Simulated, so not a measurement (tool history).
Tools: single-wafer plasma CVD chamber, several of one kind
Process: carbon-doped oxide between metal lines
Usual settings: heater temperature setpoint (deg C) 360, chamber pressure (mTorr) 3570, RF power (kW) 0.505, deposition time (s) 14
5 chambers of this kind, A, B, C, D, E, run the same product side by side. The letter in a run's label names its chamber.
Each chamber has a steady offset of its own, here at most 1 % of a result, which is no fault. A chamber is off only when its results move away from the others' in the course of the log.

run	day	heater temperature setpoint (deg C)	chamber pressure (mTorr)	RF power (kW)	deposition time (s)	hours since the last thermocouple change	hours since the last RF generator calibration	hours since the last manometer calibration	read-back reference wafer on the same gauge, thickness_nm	mean film thickness on the monitor wafer (angstrom)
1A	0.55	360	3570	0.505	14	1935.8	638.3	1128.8	65.719	669.45
2E	1.133	360	3570	0.505	14	242.5	539.6	525.4	65.876	677.06
3D	1.446	360	3570	0.505	14	1153.6	738.9	277.9	65.802	685.77
4B	1.721	360	3570	0.505	14	242.6	428	1623.3	65.87	675.86
5C	2.146	360	3570	0.505	14	90	700.2	1610.2	65.789	671.24
6D	2.479	360	3570	0.505	14	1178.4	763.7	302.7	65.813	681.35
# day 2.967: chamber B: capacitance manometer re-zeroed and calibrated
7B	3.083	360	3570	0.505	14	275.3	460.7	2.9	65.815	682.19
8C	3.671	360	3570	0.505	14	126.6	736.8	1646.8	65.835	669.75
9A	4.154	374	3570	0.505	14	2022.3	724.8	1215.3	65.727	655.65
10E	4.608	374	3570	0.505	14	325.9	623	608.8	65.791	655.23
11C	5.179	374	3570	0.505	14	162.8	773	1683	65.811	653.16
# day 5.446: chamber D: thermocouple changed; heater temperature recalibrated
12A	5.562	374	3570	0.505	14	2056.1	758.6	1249.1	65.746	648.13
13D	6.092	374	3570	0.505	14	15.5	850.4	389.4	65.704	653.91
14B	6.404	360	3570	0.505	14	355	540.4	82.6	65.759	667.05
15E	6.829	360	3570	0.505	14	379.2	676.3	662.1	65.793	676.1
16B	7.45	360	4220	0.415	14	380.1	565.5	107.7	65.757	604.98
17C	7.912	360	4220	0.415	14	228.4	838.6	1748.6	65.749	603.54
18A	8.308	360	4220	0.415	14	2122	824.5	1315	65.786	590.88
# day 8.846: chamber A: thermocouple changed; heater temperature recalibrated
19E	8.933	360	4220	0.415	14	429.7	726.8	712.6	65.802	595.13
# day 9.375: chamber D: RF generator calibrated
20D	9.429	360	4220	0.415	14	95.6	1.3	469.5	65.809	607.15
21A	9.929	360	3570	0.505	14	26	863.4	1353.9	65.749	668.53
22D	10.525	360	3570	0.505	14	121.9	27.6	495.8	65.807	674.48
23B	10.862	360	3570	0.445	14	462	647.4	189.6	65.845	621.11
24E	11.454	360	3570	0.445	14	490.2	787.3	773.1	65.79	621.68
25C	11.821	360	3570	0.445	14	322.2	932.4	1842.4	65.859	623.41
26C	12.133	360	3570	0.445	14	329.7	939.9	1849.9	65.829	620.76
27D	12.742	360	3570	0.445	14	175.1	80.8	549	65.752	622.6
28B	13.262	360	3570	0.45	14	519.6	705	247.2	65.793	630.71
29E	13.621	360	3570	0.45	14	542.2	839.3	825.1	65.693	623.61
30A	14.021	360	3570	0.45	14	124.2	961.6	1452.1	65.819	599.79
31B	14.317	360	3570	0.45	14	544.9	730.3	272.5	65.787	628.58
32A	14.879	360	3570	0.45	14	144.8	982.2	1472.7	65.809	602.96
33E	15.462	360	3570	0.505	14	586.4	883.5	869.3	65.745	678.11
34D	15.9	360	3570	0.505	14	250.9	156.6	624.8	65.868	679.17
35C	16.292	360	3570	0.505	14	429.5	1039.7	1949.7	65.757	676.32
36B	16.7	360	3570	0.505	14	602.1	787.5	329.7	65.784	678.29
37A	17.192	360	3570	0.505	14	200.3	1037.7	1528.2	65.783	649.9
38C	17.588	360	3570	0.505	14	460.6	1070.8	1980.8	65.867	675.9
39D	18.208	360	3570	0.505	14	306.3	212	680.2	65.786	687.94
40E	18.579	360	3570	0.505	14	661.2	958.3	944.1	65.837	672.52

Is one chamber off against the others, does the gauge drift, or is nothing wrong? If a chamber is off, say which, and what the likeliest cause is.

Chamber A drifts away from the others.
Cause: delivered RF power below the setpoint (%) = 7.4.

Here are 4 candidates for chamber A's next run, each the usual settings with a change, their results left as question marks. Which one brings its results back in line with what the others give on the usual settings?
In line means no further than this from the other chambers' mean on the usual settings: mean film thickness on the monitor wafer (angstrom) 13
41A-1	19.033	360	3590	0.515	14.5					?
41A-2	19.033	361	3550	0.495	13.5					?
41A-3	19.033	359	3570	0.53	15					?
41A-4	19.033	360	3570	0.48	13					?

The other chambers' mean on the usual settings: mean film thickness on the monitor wafer (angstrom) 677.72
run	mean film thickness on the monitor wafer (angstrom)
41A-1	676.52
41A-2	612.48
41A-3	713.96
41A-4	579.02
41A-1 brings the chamber back in line.

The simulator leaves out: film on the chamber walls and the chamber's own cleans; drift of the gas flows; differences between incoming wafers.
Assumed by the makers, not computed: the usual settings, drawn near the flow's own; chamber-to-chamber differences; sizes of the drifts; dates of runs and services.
